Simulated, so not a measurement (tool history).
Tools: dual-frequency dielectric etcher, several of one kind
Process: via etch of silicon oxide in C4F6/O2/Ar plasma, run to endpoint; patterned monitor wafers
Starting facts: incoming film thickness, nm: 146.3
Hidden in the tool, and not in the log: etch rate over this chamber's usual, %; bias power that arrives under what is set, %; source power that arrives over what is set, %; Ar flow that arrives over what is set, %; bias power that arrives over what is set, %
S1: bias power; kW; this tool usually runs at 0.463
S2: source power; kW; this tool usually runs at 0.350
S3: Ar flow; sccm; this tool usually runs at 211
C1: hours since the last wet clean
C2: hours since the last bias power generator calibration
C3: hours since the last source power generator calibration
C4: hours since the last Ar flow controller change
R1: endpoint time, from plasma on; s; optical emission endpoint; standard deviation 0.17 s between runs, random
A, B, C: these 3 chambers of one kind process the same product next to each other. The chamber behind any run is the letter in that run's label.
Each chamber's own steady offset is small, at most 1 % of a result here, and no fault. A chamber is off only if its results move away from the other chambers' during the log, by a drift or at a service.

run     day     S1     S2   S3     C1      C2      C3      C4      R1
 1B   0.417  0.463  0.350  211   88.1   558.0  3615.1  3374.6  33.739
 2C   0.871  0.463  0.350  211   34.8  1642.4   824.3  2268.8  33.871
 3A   1.238  0.463  0.350  211  303.1   586.4   211.0   889.4  33.480
 4A   1.683  0.463  0.350  211  313.8   597.1   221.7   900.1  33.263
 5C   2.038  0.463  0.350  211   62.8  1670.4   852.3  2296.8  33.220
 6B   2.525  0.463  0.350  211  138.7   608.6  3665.7  3425.2  33.806
 7B   2.858  0.463  0.350  211  146.7   616.6  3673.7  3433.2  33.717
 8C   3.204  0.463  0.350  211   90.8  1698.4   880.3  2324.8  33.473
 9A   3.679  0.463  0.350  211  361.7   645.0   269.6   948.0  33.246
10B   4.000  0.463  0.350  211  174.1   644.0  3701.1  3460.6  33.633
11C   4.325  0.463  0.350  211  117.7  1725.3   907.2  2351.7  33.724
12A   4.558  0.463  0.350  211  382.8   666.1   290.7   969.1  33.180
13B   4.792  0.463  0.350  211  193.1   663.0  3720.1  3479.6  33.425
14C   5.071  0.463  0.350  211  135.6  1743.2   925.1  2369.6  33.928
15A   5.358  0.463  0.350  211  402.0   685.3   309.9   988.3  33.521
16C   5.596  0.463  0.350  211  148.2  1755.8   937.7  2382.2  33.825
17A   5.867  0.463  0.350  211  414.2   697.5   322.1  1000.5  33.391
18B   6.262  0.463  0.350  211  228.4   698.3  3755.4  3514.9  33.794
19B   6.588  0.463  0.350  211  236.2   706.1  3763.2  3522.7  33.560
20C   6.967  0.463  0.350  211  181.1  1788.7   970.6  2415.1  33.571
21A   7.233  0.463  0.350  211  447.0   730.3   354.9  1033.3  33.267
22C   7.712  0.463  0.350  181  199.0  1806.6   988.5  2433.0  32.835
23A   7.950  0.463  0.350  181  464.2   747.5   372.1  1050.5  32.860
24B   8.288  0.463  0.350  181  277.0   746.9  3804.0  3563.5  33.194
25A   8.767  0.463  0.350  211  483.8   767.1   391.7  1070.1  33.298
26C   9.058  0.463  0.350  211  231.3  1838.9  1020.8  2465.3  34.110
27B   9.288  0.463  0.350  211  301.0   770.9  3828.0  3587.5  33.803
28C   9.554  0.463  0.350  211  243.2  1850.8  1032.7  2477.2  33.759
29A   9.896  0.463  0.350  211  510.9   794.2   418.8  1097.2  33.415
30B  10.346  0.463  0.350  211  326.4   796.3  3853.4  3612.9  33.529
31B  10.583  0.463  0.350  211  332.1   802.0  3859.1  3618.6  34.009
32C  11.079  0.463  0.350  211  279.8  1887.4  1069.3  2513.8  33.701
33A  11.325  0.463  0.350  211  545.2   828.5   453.1  1131.5  33.304
34C  11.538  0.463  0.350  211  290.8  1898.4  1080.3  2524.8  33.763
35A  11.850  0.463  0.350  211  557.8   841.1   465.7  1144.1  33.202

Read the log: is a single chamber off, either drifting away or since a service, is the gauge that measures every chamber drifting, or is nothing wrong beyond small per-chamber offsets? Name any odd chamber and what most likely caused it.

Neither any chamber nor the gauge drifts; the chambers differ only by their own small, steady offsets.
